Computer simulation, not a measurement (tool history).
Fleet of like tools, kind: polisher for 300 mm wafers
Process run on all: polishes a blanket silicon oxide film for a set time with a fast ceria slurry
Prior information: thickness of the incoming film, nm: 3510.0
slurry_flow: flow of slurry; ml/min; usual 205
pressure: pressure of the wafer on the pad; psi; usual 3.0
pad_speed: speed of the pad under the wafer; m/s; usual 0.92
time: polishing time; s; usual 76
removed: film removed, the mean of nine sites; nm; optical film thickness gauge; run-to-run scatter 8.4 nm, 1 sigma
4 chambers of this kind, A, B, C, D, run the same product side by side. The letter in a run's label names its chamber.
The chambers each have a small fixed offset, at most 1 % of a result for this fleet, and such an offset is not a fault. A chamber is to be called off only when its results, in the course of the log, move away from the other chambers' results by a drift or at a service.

run	day	slurry_flow	pressure	pad_speed	time	removed
# day 0.046: chamber C: worn pad replaced by a new one
1D	0.175	205	3.0	0.92	76	942.32
2C	0.367	205	3.0	0.92	76	981.70
3B	0.571	205	3.0	0.92	76	967.74
4A	0.712	205	3.0	0.92	76	972.35
5C	0.962	205	3.0	0.92	76	983.38
6B	1.175	205	3.0	0.92	76	945.00
7A	1.354	205	3.0	0.92	76	953.03
8D	1.550	205	3.0	0.92	53	665.87
9C	1.729	205	3.0	0.92	53	676.81
10D	1.950	205	3.0	0.92	53	656.49
11B	2.071	205	3.0	0.92	53	685.93
12A	2.329	205	3.0	0.92	76	972.00
13A	2.450	205	3.0	0.92	76	964.06
14D	2.583	205	3.0	0.92	76	949.19
# day 2.746: chamber C: head pressure recalibrated
15C	2.783	205	3.0	0.92	76	923.85
16B	2.908	205	3.0	0.92	76	960.94
# day 2.996: chamber A: head pressure recalibrated
17D	3.112	205	3.0	0.92	76	945.05
# day 3.133: chamber B: slurry nozzle cleaned
18A	3.338	205	3.0	0.92	76	966.43
# day 3.462: chamber D: worn pad replaced by a new one
19C	3.529	205	3.0	0.92	76	924.60
# day 3.692: chamber A: worn pad replaced by a new one
20B	3.704	205	3.0	1.12	76	1178.50
21C	3.833	205	3.0	1.12	76	1120.50
22A	3.988	205	3.0	1.12	76	1168.40
23D	4.158	205	3.0	1.12	76	1165.50
24B	4.329	205	3.0	0.92	76	957.91
25C	4.492	205	3.0	0.92	76	928.56
26B	4.708	205	3.0	0.92	76	979.46
27D	4.846	205	3.8	0.92	55	883.12
28A	5.121	205	3.8	0.92	55	873.20
29A	5.258	205	3.8	0.92	55	885.80

Is one chamber off against the others, does the gauge drift, or is nothing wrong? If a chamber is off, say which, and what the likeliest cause is.

A service on chamber C put it out of line with the rest.
Cause: head's pressure below its setpoint, % = 5.16.

Chamber C could run next with any of the 4 candidate recipes listed below; each alters the usual settings, and their results appear as question marks. Which one brings its results back in line with what the other chambers deliver on the usual settings?
Counts as in line when no further than this from what the other chambers average on the usual settings: removed 29.00 nm
30C-1	5.454	205	3.0	0.92	83	?
30C-2	5.454	205	2.9	0.90	73	?
30C-3	5.454	205	3.1	0.94	76	?
30C-4	5.454	205	3.0	0.90	75	?

What the other chambers average on the usual settings: removed 963.46 nm
run	removed
30C-1	1008.90
30C-2	838.78
30C-3	975.73
30C-4	891.93
With 30C-3, the chamber falls back in line with the rest.

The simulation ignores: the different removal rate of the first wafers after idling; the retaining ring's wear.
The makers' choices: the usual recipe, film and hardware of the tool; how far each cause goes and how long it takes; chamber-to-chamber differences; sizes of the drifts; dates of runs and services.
